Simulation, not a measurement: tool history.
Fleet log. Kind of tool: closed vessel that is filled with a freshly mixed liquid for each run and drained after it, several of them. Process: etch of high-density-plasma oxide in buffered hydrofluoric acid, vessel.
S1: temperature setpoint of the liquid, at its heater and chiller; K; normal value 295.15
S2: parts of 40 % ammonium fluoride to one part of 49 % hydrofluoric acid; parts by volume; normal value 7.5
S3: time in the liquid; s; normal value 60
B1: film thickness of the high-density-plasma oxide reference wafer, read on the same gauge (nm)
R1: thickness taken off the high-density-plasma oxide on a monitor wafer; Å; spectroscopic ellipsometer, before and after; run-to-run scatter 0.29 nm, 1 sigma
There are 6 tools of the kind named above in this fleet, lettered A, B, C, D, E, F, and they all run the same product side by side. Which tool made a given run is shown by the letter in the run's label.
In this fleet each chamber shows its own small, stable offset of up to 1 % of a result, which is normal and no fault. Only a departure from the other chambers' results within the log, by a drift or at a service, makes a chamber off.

Run 1B, day 0.308: usual settings; B1 59.981. Result: R1 878.97 Å.
Run 2A, day 0.604: usual settings; B1 59.997. Result: R1 871.24 Å.
At day 0.654: chamber F: hydrofluoric acid flow meter replaced.
Run 3D, day 0.971: usual settings; B1 59.993. Result: R1 868.72 Å.
At day 1.1: chamber E: thermometer replaced.
Run 4E, day 1.154: usual settings; B1 60. Result: R1 878.72 Å.
Run 5C, day 1.412: usual settings; B1 59.964. Result: R1 871.22 Å.
Run 6F, day 1.629: usual settings; B1 60.036. Result: R1 875.13 Å.
Run 7F, day 1.825: usual settings; B1 60.007. Result: R1 877.91 Å.
Run 8B, day 2.092: usual settings but S1 300.15 K, S2 10.5 parts by volume; B1 59.982. Result: R1 845.37 Å.
Run 9E, day 2.417: usual settings but S1 300.15 K, S2 10.5 parts by volume; B1 59.987. Result: R1 834.14 Å.
Run 10C, day 2.662: usual settings but S1 300.15 K, S2 10.5 parts by volume; B1 59.929. Result: R1 840.94 Å.
Run 11D, day 3.046: usual settings but S1 300.15 K, S2 10.5 parts by volume; B1 59.998. Result: R1 844.45 Å.
Run 12A, day 3.338: usual settings but S1 300.15 K, S2 10.5 parts by volume; B1 60.008. Result: R1 844.31 Å.
At day 3.446: chamber D: hydrofluoric acid flow meter replaced.
Run 13B, day 3.671: usual settings but S1 300.15 K, S2 10.5 parts by volume; B1 59.975. Result: R1 843.65 Å.
Run 14A, day 3.854: usual settings; B1 60.03. Result: R1 867.28 Å.
Run 15E, day 4.171: usual settings; B1 60.017. Result: R1 875.01 Å.
Run 16C, day 4.467: usual settings; B1 60.007. Result: R1 875.32 Å.
Run 17D, day 4.733: usual settings; B1 59.981. Result: R1 867.23 Å.
At day 4.896: chamber B: thermometer replaced.
Run 18F, day 5.071: usual settings; B1 59.981. Result: R1 871.74 Å.
At day 5.133: chamber A: thermometer replaced.
Run 19A, day 5.333: usual settings; B1 60.016. Result: R1 869.55 Å.
Run 20F, day 5.567: usual settings but S3 85 s; B1 60.025. Result: R1 1240.9 Å.
Run 21B, day 5.792: usual settings but S3 85 s; B1 59.968. Result: R1 1230.5 Å.
At day 5.9: chamber B: hydrofluoric acid flow meter replaced.
Run 22E, day 6: usual settings but S3 85 s; B1 59.989. Result: R1 1239.4 Å.
Run 23D, day 6.321: usual settings but S3 85 s; B1 60.021. Result: R1 1240.3 Å.
Run 24C, day 6.5: usual settings but S3 85 s; B1 59.957. Result: R1 1239 Å.
Run 25D, day 6.896: usual settings but S3 85 s; B1 59.984. Result: R1 1236.7 Å.
Run 26B, day 7.183: usual settings; B1 60.017. Result: R1 871.25 Å.
Run 27A, day 7.538: usual settings; B1 60.029. Result: R1 865.29 Å.
Run 28F, day 7.842: usual settings; B1 59.977. Result: R1 878.32 Å.
Run 29E, day 8.121: usual settings; B1 60.022. Result: R1 876.1 Å.
Run 30C, day 8.492: usual settings; B1 60.018. Result: R1 873 Å.
Run 31F, day 8.717: usual settings; B1 59.986. Result: R1 874.79 Å.
Run 32E, day 9.05: usual settings; B1 60.021. Result: R1 880.95 Å.
Run 33C, day 9.292: usual settings; B1 59.996. Result: R1 876.65 Å.
Run 34A, day 9.575: usual settings; B1 59.986. Result: R1 869.4 Å.
Run 35D, day 9.95: usual settings; B1 60.035. Result: R1 874.38 Å.
Run 36B, day 10.308: usual settings; B1 60.016. Result: R1 874.26 Å.
Run 37C, day 10.567: usual settings; B1 60.022. Result: R1 873.83 Å.
Run 38A, day 10.792: usual settings; B1 59.992. Result: R1 873.66 Å.
Run 39B, day 11.104: usual settings; B1 60.035. Result: R1 872.53 Å.

One chamber off, gauge drift, or nothing amiss beyond the chambers' own small offsets? If it is a chamber, which one, and what is the likeliest cause?

Beyond each chamber's small constant offset nothing stands out, and the gauge stays steady.
